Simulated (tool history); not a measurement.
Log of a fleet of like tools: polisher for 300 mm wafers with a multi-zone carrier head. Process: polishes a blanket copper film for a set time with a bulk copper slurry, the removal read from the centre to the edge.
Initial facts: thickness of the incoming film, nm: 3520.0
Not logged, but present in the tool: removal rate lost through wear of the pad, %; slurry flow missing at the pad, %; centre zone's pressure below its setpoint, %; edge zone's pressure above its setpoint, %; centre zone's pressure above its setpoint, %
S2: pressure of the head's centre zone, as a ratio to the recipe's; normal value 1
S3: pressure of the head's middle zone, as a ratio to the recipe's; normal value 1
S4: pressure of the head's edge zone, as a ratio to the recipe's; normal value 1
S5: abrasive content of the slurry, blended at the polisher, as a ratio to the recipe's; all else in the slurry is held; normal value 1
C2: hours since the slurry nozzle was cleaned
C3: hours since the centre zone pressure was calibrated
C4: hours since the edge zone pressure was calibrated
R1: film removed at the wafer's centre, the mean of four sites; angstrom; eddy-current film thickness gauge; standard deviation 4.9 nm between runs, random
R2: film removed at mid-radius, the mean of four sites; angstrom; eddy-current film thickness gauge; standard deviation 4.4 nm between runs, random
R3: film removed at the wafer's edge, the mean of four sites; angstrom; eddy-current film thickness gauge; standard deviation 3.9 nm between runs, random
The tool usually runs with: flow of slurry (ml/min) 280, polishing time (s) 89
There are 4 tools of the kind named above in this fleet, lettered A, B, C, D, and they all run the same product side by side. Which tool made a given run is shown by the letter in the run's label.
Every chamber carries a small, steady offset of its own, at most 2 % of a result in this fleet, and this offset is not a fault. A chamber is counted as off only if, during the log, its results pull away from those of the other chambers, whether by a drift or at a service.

Run 1B, hour 10: usual settings; wafers polished on this pad 199; C2 398.2; C3 561.2; C4 636.4. Result: R1 5100.8 angstrom, R2 4937.4 angstrom, R3 5035.3 angstrom.
At hour 14.7: chamber C: centre zone pressure recalibrated.
Run 2A, hour 19.9: usual settings; wafers polished on this pad 332; C2 173.2; C3 487.4; C4 40.2. Result: R1 5061.6 angstrom, R2 5077.5 angstrom, R3 5030.8 angstrom.
Run 3C, hour 28.2: usual settings; wafers polished on this pad 195; C2 153.3; C3 13.5; C4 1228.7. Result: R1 5061.4 angstrom, R2 5103.7 angstrom, R3 4971.4 angstrom.
Run 4D, hour 39.8: usual settings; wafers polished on this pad 569; C2 92.1; C3 981.5; C4 269.2. Result: R1 5107.4 angstrom, R2 5022.6 angstrom, R3 4992 angstrom.
Run 5D, hour 48.2: usual settings; wafers polished on this pad 618; C2 100.5; C3 989.9; C4 277.6. Result: R1 5083.4 angstrom, R2 5003.9 angstrom, R3 4975.3 angstrom.
Run 6A, hour 55.8: usual settings; wafers polished on this pad 542; C2 209.1; C3 523.3; C4 76.1. Result: R1 4932 angstrom, R2 5057.8 angstrom, R3 5036.2 angstrom.
Run 7B, hour 63.3: usual settings; wafers polished on this pad 511; C2 451.5; C3 614.5; C4 689.7. Result: R1 5042.1 angstrom, R2 4945.7 angstrom, R3 5129.4 angstrom.
At hour 67.5: chamber A: worn pad replaced by a new one.
Run 8C, hour 71: usual settings; wafers polished on this pad 446; C2 196.1; C3 56.3; C4 1271.5. Result: R1 4978.8 angstrom, R2 4954.6 angstrom, R3 4985.5 angstrom.
Run 9D, hour 81.3: usual settings but S3 1.1, S5 1.25; wafers polished on this pad 811; C2 133.6; C3 1023; C4 310.7. Result: R1 5276.7 angstrom, R2 5787.6 angstrom, R3 5262.5 angstrom.
Run 10B, hour 87.9: usual settings but S3 1.1, S5 1.25; wafers polished on this pad 655; C2 476.1; C3 639.1; C4 714.3. Result: R1 5337.5 angstrom, R2 5777.7 angstrom, R3 5370.5 angstrom.
Run 11A, hour 99.2: usual settings but S3 1.1, S5 1.25; wafers polished on this pad 186; C2 252.5; C3 566.7; C4 119.5. Result: R1 5195.3 angstrom, R2 5776.3 angstrom, R3 5316.6 angstrom.
Run 12C, hour 107.2: usual settings but S3 1.1, S5 1.25; wafers polished on this pad 658; C2 232.3; C3 92.5; C4 1307.7. Result: R1 5199.4 angstrom, R2 5804.1 angstrom, R3 5152.7 angstrom.
At hour 108.1: chamber B: centre zone pressure recalibrated.
At hour 112.3: chamber D: centre zone pressure recalibrated.
At hour 113.3: chamber B: edge zone pressure recalibrated.
Run 13C, hour 117: usual settings; wafers polished on this pad 715; C2 242.1; C3 102.3; C4 1317.5. Result: R1 4911.6 angstrom, R2 4953.4 angstrom, R3 4884.1 angstrom.
At hour 128.5: chamber C: worn pad replaced by a new one.
Run 14A, hour 128.7: usual settings but flow of slurry (ml/min) 215; wafers polished on this pad 358; C2 282; C3 596.2; C4 149. Result: R1 4664.5 angstrom, R2 4896.2 angstrom, R3 4945.7 angstrom.
Run 15B, hour 135.7: usual settings but flow of slurry (ml/min) 215; wafers polished on this pad 935; C2 523.9; C3 27.6; C4 22.4. Result: R1 4963.6 angstrom, R2 4782.9 angstrom, R3 4966.6 angstrom.
At hour 142.9: chamber D: worn pad replaced by a new one.
Run 16D, hour 146: usual settings but flow of slurry (ml/min) 215; wafers polished on this pad 18; C2 198.3; C3 33.8; C4 375.4. Result: R1 4937.7 angstrom, R2 4904.2 angstrom, R3 4866.6 angstrom.
Run 17A, hour 152.4: usual settings but flow of slurry (ml/min) 215; wafers polished on this pad 497; C2 305.7; C3 619.9; C4 172.7. Result: R1 4624.6 angstrom, R2 4926.5 angstrom, R3 4967.3 angstrom.
Run 18C, hour 158.6: usual settings but S4 1.08; wafers polished on this pad 176; C2 283.7; C3 143.9; C4 1359.1. Result: R1 4956.8 angstrom, R2 5007.4 angstrom, R3 5172.4 angstrom.
Run 19B, hour 165.4: usual settings but S4 1.08; wafers polished on this pad 1109; C2 553.6; C3 57.3; C4 52.1. Result: R1 5084.6 angstrom, R2 4995 angstrom, R3 5264.7 angstrom.
At hour 168: chamber A: worn pad replaced by a new one.
At hour 170.6: chamber B: worn pad replaced by a new one.
Run 20D, hour 171.2: usual settings but S4 1.08; wafers polished on this pad 166; C2 223.5; C3 59; C4 400.6. Result: R1 5025.9 angstrom, R2 5049.2 angstrom, R3 5294.1 angstrom.
Run 21A, hour 176.5: usual settings but S4 1.08; wafers polished on this pad 49; C2 329.8; C3 644; C4 196.8. Result: R1 4604.9 angstrom, R2 5079.1 angstrom, R3 5252.3 angstrom.
Run 22C, hour 187.2: usual settings but S4 0.9, polishing time (s) 108; wafers polished on this pad 344; C2 312.3; C3 172.5; C4 1387.7. Result: R1 6148.1 angstrom, R2 6160.4 angstrom, R3 5781.5 angstrom.
Run 23D, hour 198.6: usual settings but S4 0.9, polishing time (s) 108; wafers polished on this pad 326; C2 250.9; C3 86.4; C4 428. Result: R1 6213 angstrom, R2 6046.1 angstrom, R3 5751.1 angstrom.
Run 24B, hour 204: usual settings but S4 0.9, polishing time (s) 108; wafers polished on this pad 196; C2 592.2; C3 95.9; C4 90.7. Result: R1 6085.5 angstrom, R2 6159 angstrom, R3 5763.4 angstrom.
Run 25B, hour 214.9: usual settings but S4 0.9, polishing time (s) 108; wafers polished on this pad 259; C2 603.1; C3 106.8; C4 101.6. Result: R1 6031.3 angstrom, R2 6020.3 angstrom, R3 5825.9 angstrom.
At hour 219.6: chamber B: slurry nozzle cleaned.
Run 26A, hour 220.3: usual settings but flow of slurry (ml/min) 375, S2 1.08; wafers polished on this pad 306; C2 373.6; C3 687.8; C4 240.6. Result: R1 5152.1 angstrom, R2 5257.4 angstrom, R3 5176.9 angstrom.
Run 27C, hour 232.4: usual settings but flow of slurry (ml/min) 375, S2 1.08; wafers polished on this pad 608; C2 357.5; C3 217.7; C4 1432.9. Result: R1 5630.4 angstrom, R2 5068.3 angstrom, R3 5084 angstrom.
At hour 234.7: chamber C: edge zone pressure recalibrated.
At hour 243.3: chamber C: worn pad replaced by a new one.
Run 28D, hour 244.4: usual settings but flow of slurry (ml/min) 375, S2 1.08; wafers polished on this pad 594; C2 296.7; C3 132.2; C4 473.8. Result: R1 5612.4 angstrom, R2 5172.9 angstrom, R3 5135.3 angstrom.
Run 29C, hour 252.2: usual settings but flow of slurry (ml/min) 375, S2 1.08; wafers polished on this pad 52; C2 377.3; C3 237.5; C4 17.6. Result: R1 5650.5 angstrom, R2 5182 angstrom, R3 5071.6 angstrom.
Run 30D, hour 260.9: usual settings; wafers polished on this pad 691; C2 313.2; C3 148.7; C4 490.3. Result: R1 5032.7 angstrom, R2 5063 angstrom, R3 5014.7 angstrom.
At hour 264.6: chamber A: worn pad replaced by a new one.
Run 31B, hour 267.8: usual settings; wafers polished on this pad 569; C2 48.2; C3 159.7; C4 154.5. Result: R1 5136.5 angstrom, R2 5020.6 angstrom, R3 5064 angstrom.
At hour 275.6: chamber C: slurry nozzle cleaned.
Run 32A, hour 278.7: usual settings but flow of slurry (ml/min) 195; wafers polished on this pad 82; C2 432; C3 746.2; C4 299. Result: R1 4249.5 angstrom, R2 4856.5 angstrom, R3 4778 angstrom.
Run 33C, hour 286.8: usual settings but flow of slurry (ml/min) 195; wafers polished on this pad 255; C2 11.2; C3 272.1; C4 52.2. Result: R1 4674.1 angstrom, R2 4766 angstrom, R3 4820.1 angstrom.

One chamber off, gauge drift, or nothing amiss beyond the chambers' own small offsets? If it is a chamber, which one, and what is the likeliest cause?

It is chamber A that slowly wanders off from its peers.
Most likely cause: centre zone's pressure below its setpoint, % = 10.3.

Below are 4 candidate recipes for chamber A's next run, each the usual settings with a change, their results shown as question marks. Which of them brings A's results back in line with what the other chambers give on the usual settings?
To be in line, a result may differ from the other chambers' mean on the usual settings by at most: R1 170 angstrom; R2 150 angstrom; R3 140 angstrom
Run 34A-1, hour 295.7: usual settings but flow of slurry (ml/min) 285, S2 1.11, S3 0.97, S4 0.97, polishing time (s) 90. Result: R1 ?, R2 ?, R3 ?.
Run 34A-2, hour 295.7: usual settings but S2 0.97, S3 1.01, S4 1.01. Result: R1 ?, R2 ?, R3 ?.
Run 34A-3, hour 295.7: usual settings but S2 1.03, S3 0.99, S4 0.99. Result: R1 ?, R2 ?, R3 ?.
Run 34A-4, hour 295.7: usual settings but flow of slurry (ml/min) 275, S2 0.89, S3 1.03, S4 1.03, polishing time (s) 88. Result: R1 ?, R2 ?, R3 ?.

The other chambers' mean on the usual settings: R1 5038.4 angstrom; R2 5018.5 angstrom; R3 5016.6 angstrom
  run      R1      R2      R3
34A-1  5010.6  5001.5  5016.4
34A-2  4257.8  5125.9  5058.1
34A-3  4552.3  5031.6    5006
34A-4  3813.5  5152.3  5045.5
34A-1 is the one that brings the chamber's results back in line with the other chambers.
